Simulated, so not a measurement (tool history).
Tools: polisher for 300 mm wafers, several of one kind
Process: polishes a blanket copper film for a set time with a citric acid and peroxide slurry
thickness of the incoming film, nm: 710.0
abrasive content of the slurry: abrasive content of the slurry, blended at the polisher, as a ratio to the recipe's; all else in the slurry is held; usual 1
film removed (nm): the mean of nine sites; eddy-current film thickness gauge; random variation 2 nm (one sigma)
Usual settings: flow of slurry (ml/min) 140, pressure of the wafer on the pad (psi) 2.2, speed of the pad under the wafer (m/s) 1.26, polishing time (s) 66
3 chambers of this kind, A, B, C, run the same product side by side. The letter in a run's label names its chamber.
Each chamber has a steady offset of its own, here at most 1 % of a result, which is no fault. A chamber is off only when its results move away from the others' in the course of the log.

run,day,flow of slurry (ml/min),pressure of the wafer on the pad (psi),speed of the pad under the wafer (m/s),abrasive content of the slurry,polishing time (s),film removed (nm)
1A,0.571,140,2.2,1.26,1,66,135.24
# day 0.788: chamber C: worn pad replaced by a new one
2B,1.033,140,2.2,1.26,1,66,133.88
# day 1.221: chamber B: slurry blender recalibrated
# day 1.421: chamber C: slurry blender recalibrated
# day 1.575: chamber A: slurry blender recalibrated
3C,1.667,140,2.2,1.26,1,66,133.42
4B,2.125,140,2.2,1.26,1,66,136.63
# day 2.354: chamber B: worn pad replaced by a new one
5A,2.579,140,2.2,1.26,1,66,133
6C,2.896,140,2.2,1.26,1,66,136.51
7C,3.279,140,2.2,1.26,1,66,136.82
# day 3.529: chamber C: worn pad replaced by a new one
8A,3.875,140,2.2,1.26,1,66,135.39
9B,4.483,140,2.2,1.26,1,66,135.03
10A,4.871,140,2.2,1.26,1,66,134.89
11C,5.542,140,1.9,1.26,0.8,66,112.09
12B,6.179,140,1.9,1.26,0.8,66,109.78
# day 6.183: chamber C: worn pad replaced by a new one
13C,6.854,140,1.9,1.26,0.8,66,112.82
# day 7.092: chamber A: slurry nozzle cleaned
14A,7.229,140,2.2,1.26,1,66,131.59
# day 7.517: chamber C: slurry blender recalibrated
15B,7.554,140,2.2,1.26,1,66,131.22
16C,8.042,140,2.2,1.26,1,66,133.34
17A,8.692,140,2.2,1.26,1,66,130.65
# day 8.954: chamber B: worn pad replaced by a new one
18B,9.012,140,2.2,1.26,1,66,136.35
# day 9.017: chamber C: worn pad replaced by a new one
19B,9.521,140,2.2,1.26,1,66,132.76
# day 10.117: chamber B: slurry nozzle cleaned
20A,10.15,140,2.2,1.26,1,66,125.79
21C,10.704,140,2.2,1.26,1,66,134.36
22C,11.067,140,2.2,1.26,1,66,134.8
23B,11.371,140,2.2,1.26,1,54,108.05
# day 11.746: chamber B: slurry blender recalibrated
# day 11.862: chamber C: worn pad replaced by a new one
24A,12.029,140,2.2,1.26,1,54,101.75
25C,12.579,140,2.2,1.26,1,54,112.39
26B,12.929,140,2.2,1.26,1,66,131.42
# day 13.338: chamber C: slurry blender recalibrated
27A,13.367,140,2.2,1.26,1,66,121.92
28C,13.754,140,2.2,1.26,1,66,134.79
29A,14.188,140,2.2,1.26,1,66,121.38
30B,14.658,140,2.2,1.26,1,66,135.42

All 3 chambers run these settings next. Forecast each chamber's results:
31A,15.154,140,2.2,1.06,1,66,?
31B,15.154,140,2.2,1.06,1,66,?
31C,15.154,140,2.2,1.06,1,66,?

run,film removed (nm)
31A,102.18
31B,116.72
31C,111.57
